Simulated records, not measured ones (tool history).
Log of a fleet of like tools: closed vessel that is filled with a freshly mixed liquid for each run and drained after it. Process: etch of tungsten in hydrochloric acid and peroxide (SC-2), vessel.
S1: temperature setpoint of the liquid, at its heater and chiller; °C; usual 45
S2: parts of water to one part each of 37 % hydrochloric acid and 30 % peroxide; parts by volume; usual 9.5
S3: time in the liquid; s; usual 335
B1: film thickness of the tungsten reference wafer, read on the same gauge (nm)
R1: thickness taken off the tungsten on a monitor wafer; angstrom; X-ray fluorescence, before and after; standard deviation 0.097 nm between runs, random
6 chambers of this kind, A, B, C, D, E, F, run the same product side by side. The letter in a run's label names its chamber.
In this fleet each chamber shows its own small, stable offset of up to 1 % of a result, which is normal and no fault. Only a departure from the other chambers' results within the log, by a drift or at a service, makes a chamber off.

{"hour": 11.1, "done": "chamber F: chemicals flow meter replaced"}
{"run": "1A", "hour": 12.7, "S1": 45, "S2": 9.5, "S3": 335, "B1": 129.99, "R1": 309.59}
{"run": "2C", "hour": 23.4, "S1": 45, "S2": 9.5, "S3": 335, "B1": 129.99, "R1": 306.52}
{"run": "3D", "hour": 33.6, "S1": 45, "S2": 9.5, "S3": 335, "B1": 130.0, "R1": 307.46}
{"run": "4F", "hour": 47.6, "S1": 45, "S2": 9.5, "S3": 335, "B1": 130.0, "R1": 307.33}
{"run": "5E", "hour": 58.1, "S1": 45, "S2": 9.5, "S3": 335, "B1": 130.0, "R1": 306.51}
{"hour": 70.5, "done": "chamber E: new drum of peroxide connected"}
{"run": "6B", "hour": 70.5, "S1": 45, "S2": 9.5, "S3": 335, "B1": 130.01, "R1": 307.46}
{"run": "7E", "hour": 85.1, "S1": 45, "S2": 9.5, "S3": 335, "B1": 129.99, "R1": 308.0}
{"run": "8F", "hour": 97.8, "S1": 45, "S2": 9.5, "S3": 335, "B1": 130.0, "R1": 309.07}
{"run": "9B", "hour": 111.6, "S1": 45, "S2": 9.5, "S3": 335, "B1": 129.99, "R1": 308.25}
{"run": "10D", "hour": 119.3, "S1": 45, "S2": 9.5, "S3": 335, "B1": 130.0, "R1": 308.43}
{"run": "11A", "hour": 129.8, "S1": 45, "S2": 9.5, "S3": 335, "B1": 129.99, "R1": 309.77}
{"run": "12C", "hour": 144.9, "S1": 45, "S2": 6.0, "S3": 335, "B1": 130.01, "R1": 445.5}
{"run": "13C", "hour": 159.4, "S1": 45, "S2": 6.0, "S3": 335, "B1": 130.0, "R1": 445.06}
{"run": "14E", "hour": 166.4, "S1": 45, "S2": 6.0, "S3": 335, "B1": 129.97, "R1": 440.22}
{"hour": 172.8, "done": "chamber F: thermometer replaced"}
{"run": "15A", "hour": 178.5, "S1": 45, "S2": 6.0, "S3": 335, "B1": 130.01, "R1": 445.0}
{"run": "16D", "hour": 192.6, "S1": 45, "S2": 6.0, "S3": 335, "B1": 130.01, "R1": 437.15}
{"run": "17B", "hour": 202.9, "S1": 45, "S2": 6.0, "S3": 335, "B1": 130.02, "R1": 435.29}
{"run": "18F", "hour": 215.3, "S1": 45, "S2": 9.5, "S3": 335, "B1": 129.99, "R1": 307.99}
{"hour": 224.4, "done": "chamber C: new drum of peroxide connected"}
{"run": "19F", "hour": 226.7, "S1": 45, "S2": 9.5, "S3": 335, "B1": 130.01, "R1": 307.25}
{"run": "20E", "hour": 236.9, "S1": 45, "S2": 9.5, "S3": 335, "B1": 130.01, "R1": 307.26}
{"run": "21C", "hour": 244.3, "S1": 45, "S2": 9.5, "S3": 335, "B1": 129.99, "R1": 306.46}
{"run": "22D", "hour": 252.0, "S1": 45, "S2": 9.5, "S3": 335, "B1": 130.01, "R1": 308.05}
{"run": "23B", "hour": 267.2, "S1": 45, "S2": 9.5, "S3": 335, "B1": 129.99, "R1": 302.34}
{"run": "24A", "hour": 277.1, "S1": 45, "S2": 9.5, "S3": 335, "B1": 129.99, "R1": 311.0}
{"run": "25E", "hour": 292.3, "S1": 37, "S2": 9.5, "S3": 335, "B1": 130.0, "R1": 173.88}
{"run": "26B", "hour": 300.9, "S1": 37, "S2": 9.5, "S3": 335, "B1": 129.98, "R1": 171.53}
{"run": "27F", "hour": 310.4, "S1": 37, "S2": 9.5, "S3": 335, "B1": 129.99, "R1": 174.53}
{"run": "28A", "hour": 317.3, "S1": 37, "S2": 9.5, "S3": 335, "B1": 130.03, "R1": 177.48}
{"hour": 328.7, "done": "chamber A: thermometer replaced"}
{"run": "29D", "hour": 329.0, "S1": 37, "S2": 9.5, "S3": 335, "B1": 129.98, "R1": 174.84}
{"run": "30C", "hour": 343.6, "S1": 37, "S2": 9.5, "S3": 335, "B1": 130.01, "R1": 174.33}
{"run": "31D", "hour": 357.6, "S1": 51, "S2": 9.5, "S3": 335, "B1": 129.99, "R1": 461.37}
{"run": "32A", "hour": 367.2, "S1": 51, "S2": 9.5, "S3": 335, "B1": 129.99, "R1": 464.11}
{"hour": 374.4, "done": "chamber F: new drum of peroxide connected"}
{"run": "33C", "hour": 377.5, "S1": 51, "S2": 9.5, "S3": 335, "B1": 129.99, "R1": 466.36}
{"run": "34B", "hour": 390.6, "S1": 51, "S2": 9.5, "S3": 335, "B1": 130.01, "R1": 449.3}
{"hour": 402.8, "done": "chamber E: thermometer replaced"}
{"run": "35E", "hour": 405.5, "S1": 51, "S2": 9.5, "S3": 335, "B1": 130.02, "R1": 461.41}
{"run": "36F", "hour": 416.1, "S1": 51, "S2": 9.5, "S3": 335, "B1": 130.0, "R1": 464.53}
{"run": "37E", "hour": 428.5, "S1": 45, "S2": 9.5, "S3": 335, "B1": 130.03, "R1": 307.83}
{"run": "38F", "hour": 436.5, "S1": 45, "S2": 9.5, "S3": 335, "B1": 130.01, "R1": 307.82}
{"run": "39D", "hour": 448.9, "S1": 45, "S2": 9.5, "S3": 335, "B1": 130.0, "R1": 308.43}

Next, every chamber runs the same settings. What will each give?
{"run": "40A", "hour": 460.0, "S1": 45, "S2": 9.5, "S3": 335, "R1": "?"}
{"run": "40B", "hour": 460.0, "S1": 45, "S2": 9.5, "S3": 335, "R1": "?"}
{"run": "40C", "hour": 460.0, "S1": 45, "S2": 9.5, "S3": 335, "R1": "?"}
{"run": "40D", "hour": 460.0, "S1": 45, "S2": 9.5, "S3": 335, "R1": "?"}
{"run": "40E", "hour": 460.0, "S1": 45, "S2": 9.5, "S3": 335, "R1": "?"}
{"run": "40F", "hour": 460.0, "S1": 45, "S2": 9.5, "S3": 335, "R1": "?"}

run=40A R1=310.23
run=40B R1=298.17
run=40C R1=310.93
run=40D R1=309.62
run=40E R1=307.69
run=40F R1=308.28
